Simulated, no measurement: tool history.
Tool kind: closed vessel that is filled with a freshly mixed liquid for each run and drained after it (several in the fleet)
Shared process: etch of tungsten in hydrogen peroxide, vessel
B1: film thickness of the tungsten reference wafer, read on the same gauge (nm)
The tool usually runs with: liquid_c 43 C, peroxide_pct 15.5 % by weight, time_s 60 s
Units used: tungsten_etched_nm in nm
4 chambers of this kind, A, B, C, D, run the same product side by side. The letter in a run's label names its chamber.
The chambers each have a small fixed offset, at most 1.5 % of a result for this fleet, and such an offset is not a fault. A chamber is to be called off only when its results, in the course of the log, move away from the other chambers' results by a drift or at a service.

-- hour=2 chamber D: new drum of peroxide connected
run 1B hour=9.3 | liquid_c=43 peroxide_pct=15.5 time_s=60 | B1=109.97 | tungsten_etched_nm=96.756
run 2C hour=20.9 | liquid_c=43 peroxide_pct=15.5 time_s=60 | B1=109.97 | tungsten_etched_nm=94.148
run 3D hour=30.7 | liquid_c=43 peroxide_pct=15.5 time_s=60 | B1=110.01 | tungsten_etched_nm=95.726
run 4A hour=42.9 | liquid_c=43 peroxide_pct=15.5 time_s=60 | B1=110.01 | tungsten_etched_nm=93.85
run 5A hour=55 | liquid_c=43 peroxide_pct=15.5 time_s=60 | B1=110 | tungsten_etched_nm=94.533
run 6B hour=62 | liquid_c=43 peroxide_pct=15.5 time_s=60 | B1=109.98 | tungsten_etched_nm=96.897
run 7D hour=73.8 | liquid_c=43 peroxide_pct=15.5 time_s=60 | B1=110 | tungsten_etched_nm=96.509
-- hour=76.1 chamber B: new drum of peroxide connected
run 8C hour=85 | liquid_c=43 peroxide_pct=15.5 time_s=60 | B1=109.99 | tungsten_etched_nm=95.191
run 9A hour=96.3 | liquid_c=43 peroxide_pct=15.5 time_s=60 | B1=109.98 | tungsten_etched_nm=94.482
-- hour=102 chamber B: peroxide flow meter replaced
run 10B hour=109.7 | liquid_c=43 peroxide_pct=15.5 time_s=60 | B1=110.01 | tungsten_etched_nm=94.683
run 11C hour=120.5 | liquid_c=43 peroxide_pct=15.5 time_s=60 | B1=109.98 | tungsten_etched_nm=95.025
run 12D hour=127.2 | liquid_c=43 peroxide_pct=15.5 time_s=60 | B1=110.02 | tungsten_etched_nm=95.536
run 13A hour=140.1 | liquid_c=43 peroxide_pct=15.5 time_s=60 | B1=110.01 | tungsten_etched_nm=93.01
run 14C hour=147.7 | liquid_c=43 peroxide_pct=15.5 time_s=60 | B1=110 | tungsten_etched_nm=93.505
run 15B hour=160.7 | liquid_c=43 peroxide_pct=15.5 time_s=60 | B1=109.98 | tungsten_etched_nm=97.246
run 16D hour=172.9 | liquid_c=34.5 peroxide_pct=15.5 time_s=40 | B1=110.01 | tungsten_etched_nm=37.166
run 17B hour=184.7 | liquid_c=34.5 peroxide_pct=15.5 time_s=40 | B1=110.01 | tungsten_etched_nm=37.095
run 18C hour=196.7 | liquid_c=34.5 peroxide_pct=15.5 time_s=40 | B1=109.99 | tungsten_etched_nm=35.82
run 19D hour=205.9 | liquid_c=34.5 peroxide_pct=15.5 time_s=40 | B1=109.98 | tungsten_etched_nm=36.886
run 20A hour=218.9 | liquid_c=43 peroxide_pct=15.5 time_s=75 | B1=110.03 | tungsten_etched_nm=110.94
run 21B hour=225 | liquid_c=43 peroxide_pct=15.5 time_s=75 | B1=109.98 | tungsten_etched_nm=118.97
run 22D hour=234.2 | liquid_c=43 peroxide_pct=15.5 time_s=75 | B1=109.98 | tungsten_etched_nm=120.84
run 23C hour=243.9 | liquid_c=43 peroxide_pct=15.5 time_s=75 | B1=109.99 | tungsten_etched_nm=117.86
run 24A hour=254.5 | liquid_c=43 peroxide_pct=15.5 time_s=60 | B1=110 | tungsten_etched_nm=86.746
run 25C hour=266.7 | liquid_c=43 peroxide_pct=15.5 time_s=60 | B1=110.01 | tungsten_etched_nm=92.653
run 26D hour=274.3 | liquid_c=43 peroxide_pct=15.5 time_s=60 | B1=109.98 | tungsten_etched_nm=95.926
run 27B hour=280.7 | liquid_c=43 peroxide_pct=15.5 time_s=60 | B1=110.01 | tungsten_etched_nm=96.798
run 28A hour=288.3 | liquid_c=43 peroxide_pct=15.5 time_s=60 | B1=109.98 | tungsten_etched_nm=86.021

Predict what each chamber gives when all 4 of them run the settings below next.
run 29A hour=298.3 | liquid_c=43 peroxide_pct=13.5 time_s=60 | tungsten_etched_nm=?
run 29B hour=298.3 | liquid_c=43 peroxide_pct=13.5 time_s=60 | tungsten_etched_nm=?
run 29C hour=298.3 | liquid_c=43 peroxide_pct=13.5 time_s=60 | tungsten_etched_nm=?
run 29D hour=298.3 | liquid_c=43 peroxide_pct=13.5 time_s=60 | tungsten_etched_nm=?

run=29A tungsten_etched_nm=80.648
run=29B tungsten_etched_nm=91.173
run=29C tungsten_etched_nm=89.059
run=29D tungsten_etched_nm=89.267

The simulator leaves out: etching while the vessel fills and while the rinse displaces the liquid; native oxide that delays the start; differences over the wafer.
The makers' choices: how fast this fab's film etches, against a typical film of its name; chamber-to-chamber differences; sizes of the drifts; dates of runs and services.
